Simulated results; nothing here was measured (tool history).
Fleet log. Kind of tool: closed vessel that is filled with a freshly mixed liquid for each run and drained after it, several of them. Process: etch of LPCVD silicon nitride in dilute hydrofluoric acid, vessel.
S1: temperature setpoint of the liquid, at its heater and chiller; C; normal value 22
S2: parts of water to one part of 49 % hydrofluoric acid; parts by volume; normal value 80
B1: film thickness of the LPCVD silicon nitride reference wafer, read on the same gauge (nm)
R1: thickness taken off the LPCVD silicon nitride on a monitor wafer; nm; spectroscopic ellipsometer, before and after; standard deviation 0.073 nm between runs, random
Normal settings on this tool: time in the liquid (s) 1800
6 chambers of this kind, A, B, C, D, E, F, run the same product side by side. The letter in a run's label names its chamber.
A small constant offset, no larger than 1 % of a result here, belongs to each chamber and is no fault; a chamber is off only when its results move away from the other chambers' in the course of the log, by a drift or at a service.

{"run": "1B", "hour": 9.6, "S1": 22, "S2": 80, "time in the liquid (s)": 1800, "B1": 59.988, "R1": 8.9782}
{"run": "2E", "hour": 21.7, "S1": 22, "S2": 80, "time in the liquid (s)": 1800, "B1": 60.019, "R1": 8.9111}
{"run": "3F", "hour": 27.8, "S1": 22, "S2": 80, "time in the liquid (s)": 1800, "B1": 60.001, "R1": 8.9124}
{"run": "4A", "hour": 34.6, "S1": 22, "S2": 80, "time in the liquid (s)": 1800, "B1": 59.963, "R1": 9.1783}
{"run": "5C", "hour": 48.0, "S1": 17.5, "S2": 45, "time in the liquid (s)": 1800, "B1": 59.971, "R1": 11.712}
{"run": "6D", "hour": 59.0, "S1": 17.5, "S2": 45, "time in the liquid (s)": 1800, "B1": 59.988, "R1": 11.796}
{"run": "7C", "hour": 70.2, "S1": 17.5, "S2": 45, "time in the liquid (s)": 1800, "B1": 59.972, "R1": 11.462}
{"run": "8B", "hour": 78.2, "S1": 17.5, "S2": 45, "time in the liquid (s)": 1800, "B1": 59.991, "R1": 11.453}
{"run": "9E", "hour": 85.5, "S1": 17.5, "S2": 45, "time in the liquid (s)": 1800, "B1": 59.995, "R1": 11.608}
{"run": "10A", "hour": 97.2, "S1": 17.5, "S2": 45, "time in the liquid (s)": 1800, "B1": 59.996, "R1": 11.596}
{"run": "11D", "hour": 108.6, "S1": 22, "S2": 80, "time in the liquid (s)": 1800, "B1": 59.986, "R1": 9.1077}
{"run": "12F", "hour": 117.0, "S1": 22, "S2": 80, "time in the liquid (s)": 1800, "B1": 60.001, "R1": 9.1304}
{"run": "13A", "hour": 124.5, "S1": 22, "S2": 80, "time in the liquid (s)": 1800, "B1": 60.008, "R1": 9.0369}
{"hour": 132.7, "done": "chamber B: hydrofluoric acid flow meter replaced"}
{"run": "14C", "hour": 133.5, "S1": 22, "S2": 80, "time in the liquid (s)": 1800, "B1": 60.007, "R1": 8.893}
{"hour": 133.7, "done": "chamber E: thermometer replaced"}
{"hour": 135.5, "done": "chamber D: hydrofluoric acid flow meter replaced"}
{"run": "15E", "hour": 142.8, "S1": 22, "S2": 80, "time in the liquid (s)": 1800, "B1": 59.976, "R1": 8.9367}
{"run": "16F", "hour": 150.2, "S1": 22, "S2": 80, "time in the liquid (s)": 2810, "B1": 60.044, "R1": 13.969}
{"run": "17B", "hour": 161.1, "S1": 22, "S2": 80, "time in the liquid (s)": 2810, "B1": 60.009, "R1": 14.143}
{"run": "18D", "hour": 172.9, "S1": 22, "S2": 80, "time in the liquid (s)": 2810, "B1": 60.031, "R1": 14.29}
{"run": "19E", "hour": 179.7, "S1": 22, "S2": 80, "time in the liquid (s)": 2810, "B1": 59.971, "R1": 14.135}
{"hour": 181.3, "done": "chamber C: thermometer replaced"}
{"run": "20C", "hour": 192.3, "S1": 22, "S2": 80, "time in the liquid (s)": 2810, "B1": 59.997, "R1": 13.579}
{"run": "21F", "hour": 199.4, "S1": 22, "S2": 80, "time in the liquid (s)": 2810, "B1": 59.991, "R1": 14.173}
{"run": "22B", "hour": 205.9, "S1": 22, "S2": 80, "time in the liquid (s)": 1800, "B1": 60.006, "R1": 8.8941}
{"run": "23A", "hour": 212.2, "S1": 22, "S2": 80, "time in the liquid (s)": 1800, "B1": 59.992, "R1": 8.8511}
{"run": "24D", "hour": 219.3, "S1": 22, "S2": 80, "time in the liquid (s)": 1800, "B1": 60.004, "R1": 8.9516}
{"run": "25B", "hour": 230.0, "S1": 22, "S2": 80, "time in the liquid (s)": 1800, "B1": 60.035, "R1": 9.1647}
{"hour": 235.4, "done": "chamber D: thermometer replaced"}
{"run": "26C", "hour": 241.8, "S1": 22, "S2": 80, "time in the liquid (s)": 1800, "B1": 59.982, "R1": 8.5432}
{"run": "27D", "hour": 249.3, "S1": 22, "S2": 80, "time in the liquid (s)": 1800, "B1": 59.991, "R1": 9.0761}
{"run": "28A", "hour": 260.9, "S1": 22, "S2": 80, "time in the liquid (s)": 1800, "B1": 60.012, "R1": 8.8911}
{"run": "29E", "hour": 268.8, "S1": 22, "S2": 80, "time in the liquid (s)": 1800, "B1": 59.993, "R1": 9.095}
{"run": "30F", "hour": 280.9, "S1": 22, "S2": 80, "time in the liquid (s)": 1800, "B1": 60.029, "R1": 8.9076}
{"run": "31B", "hour": 292.9, "S1": 22, "S2": 80, "time in the liquid (s)": 1800, "B1": 60.034, "R1": 9.1432}
{"run": "32D", "hour": 304.0, "S1": 22, "S2": 115, "time in the liquid (s)": 2385, "B1": 59.988, "R1": 8.3932}
{"run": "33A", "hour": 313.2, "S1": 22, "S2": 115, "time in the liquid (s)": 2385, "B1": 60.017, "R1": 8.3312}
{"run": "34C", "hour": 326.1, "S1": 22, "S2": 115, "time in the liquid (s)": 2385, "B1": 59.994, "R1": 7.6429}
{"run": "35E", "hour": 333.2, "S1": 22, "S2": 115, "time in the liquid (s)": 2385, "B1": 60.044, "R1": 8.3864}
{"run": "36F", "hour": 342.2, "S1": 22, "S2": 115, "time in the liquid (s)": 2385, "B1": 60.007, "R1": 8.3281}
{"run": "37B", "hour": 352.8, "S1": 22, "S2": 115, "time in the liquid (s)": 2385, "B1": 60.016, "R1": 8.3707}

All chambers now run identical settings, listed one chamber a line with results as question marks. What results will each chamber show?
{"run": "38A", "hour": 362.8, "S1": 22, "S2": 80, "time in the liquid (s)": 1800, "R1": "?"}
{"run": "38B", "hour": 362.8, "S1": 22, "S2": 80, "time in the liquid (s)": 1800, "R1": "?"}
{"run": "38C", "hour": 362.8, "S1": 22, "S2": 80, "time in the liquid (s)": 1800, "R1": "?"}
{"run": "38D", "hour": 362.8, "S1": 22, "S2": 80, "time in the liquid (s)": 1800, "R1": "?"}
{"run": "38E", "hour": 362.8, "S1": 22, "S2": 80, "time in the liquid (s)": 1800, "R1": "?"}
{"run": "38F", "hour": 362.8, "S1": 22, "S2": 80, "time in the liquid (s)": 1800, "R1": "?"}

run=38A R1=9.0617
run=38B R1=9.1643
run=38C R1=8.3213
run=38D R1=9.039
run=38E R1=9.0426
run=38F R1=8.8801
